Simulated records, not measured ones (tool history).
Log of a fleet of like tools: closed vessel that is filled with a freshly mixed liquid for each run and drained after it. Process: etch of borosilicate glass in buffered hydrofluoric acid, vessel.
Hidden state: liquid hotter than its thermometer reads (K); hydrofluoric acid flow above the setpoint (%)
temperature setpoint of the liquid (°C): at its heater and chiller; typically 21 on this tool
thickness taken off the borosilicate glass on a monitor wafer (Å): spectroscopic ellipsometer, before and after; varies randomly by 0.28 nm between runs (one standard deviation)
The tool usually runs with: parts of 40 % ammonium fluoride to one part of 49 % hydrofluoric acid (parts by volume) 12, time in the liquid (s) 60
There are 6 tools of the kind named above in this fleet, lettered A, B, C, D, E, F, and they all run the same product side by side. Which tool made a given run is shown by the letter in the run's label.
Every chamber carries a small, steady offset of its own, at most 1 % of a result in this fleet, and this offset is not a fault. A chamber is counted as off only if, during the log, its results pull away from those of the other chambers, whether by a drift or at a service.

run	hour	temperature setpoint of the liquid (°C)	parts of 40 % ammonium fluoride to one part of 49 % hydrofluoric acid (parts by volume)	time in the liquid (s)	hours since the thermometer was replaced	hours since the hydrofluoric acid flow meter was replaced	read-back film thickness of the borosilicate glass reference wafer, read on the same gauge (nm)	thickness taken off the borosilicate glass on a monitor wafer (Å)
1A	10	21	12	60	442.7	1843	69.973	548.83
2B	17.2	21	12	60	641.2	449.1	70.005	537.77
# hour 20.5: chamber B: thermometer replaced
3C	23.2	21	12	60	2111.9	843.4	70.003	544.94
4F	29.9	21	12	60	682.6	518.2	70.024	546.43
5E	36.3	21	12	60	171.9	522.9	69.99	543.04
6D	43.7	21	12	60	81.9	991.9	70.029	544.58
7D	53.9	24.5	12	60	92.1	1002.1	70.056	666.73
8B	60	24.5	12	60	39.5	491.9	70.025	656.76
# hour 61.5: chamber A: hydrofluoric acid flow meter replaced
9E	68.2	24.5	12	60	203.8	554.8	70.041	652.85
10A	75.6	24.5	12	60	508.3	14.1	70.028	659.38
11F	83.2	24.5	12	60	735.9	571.5	70.02	663.45
12C	93.2	24.5	12	60	2181.9	913.4	70.03	658.73
13F	103.3	18	12	60	756	591.6	69.998	458.96
# hour 104.6: chamber F: hydrofluoric acid flow meter replaced
14D	110.6	18	12	60	148.8	1058.8	70.024	463.59
15A	120.4	18	12	60	553.1	58.9	69.994	466.44
# hour 125.2: chamber C: hydrofluoric acid flow meter replaced
16C	125.8	18	12	60	2214.5	0.7	69.967	452.22
17E	130.6	18	12	60	266.2	617.2	70.016	459.61
18B	137.5	18	12	60	117	569.4	69.99	460.83
19F	144.6	21	12	60	797.3	40.1	70.021	546.13
20A	151.9	21	12	60	584.6	90.4	69.975	549.84
21E	157.5	21	12	60	293.1	644.1	69.966	544
22D	167	21	12	60	205.2	1115.2	70.001	545.53
23C	175.8	21	12	60	2264.5	50.7	70.041	535.36
24B	181.5	21	12	60	161	613.4	69.975	544.61
25B	186.4	21	12	60	165.9	618.3	70.03	541.89
26A	191.9	24	12	60	624.6	130.4	70.036	649.56
27D	200.5	24	12	60	238.7	1148.7	70.008	642.24
28C	208.3	24	12	60	2297	83.2	70.035	637.75
# hour 214: chamber B: hydrofluoric acid flow meter replaced
29F	214.4	24	12	60	867.1	109.9	70.015	643.34
30E	218.9	24	12	60	354.5	705.5	70.026	640.55
31B	228.4	24	12	60	207.9	14.5	70.016	640.72
32F	236.7	21	12	60	889.4	132.2	70.012	545.15
33E	242.8	21	12	60	378.4	729.4	69.982	543.4
34A	252.6	21	12	60	685.3	191.1	69.948	564.15
35C	259.1	21	12	60	2347.8	134	69.994	541.56
36D	268.1	21	10	60	306.3	1216.3	69.954	651.47
37A	273.3	21	10	60	706	211.8	69.984	678.7
38B	283.5	21	10	60	263	69.6	69.967	653.51
39D	291.3	21	10	60	329.5	1239.5	70.018	649.08

Next, all 6 chambers run the settings below, one line each with question marks for the results. What does each chamber give?
40A	298.8	17	12	60				?
40B	298.8	17	12	60				?
40C	298.8	17	12	60				?
40D	298.8	17	12	60				?
40E	298.8	17	12	60				?
40F	298.8	17	12	60				?

run	thickness taken off the borosilicate glass on a monitor wafer (Å)
40A	450.63
40B	434.87
40C	431.51
40D	439.6
40E	437.56
40F	434.44

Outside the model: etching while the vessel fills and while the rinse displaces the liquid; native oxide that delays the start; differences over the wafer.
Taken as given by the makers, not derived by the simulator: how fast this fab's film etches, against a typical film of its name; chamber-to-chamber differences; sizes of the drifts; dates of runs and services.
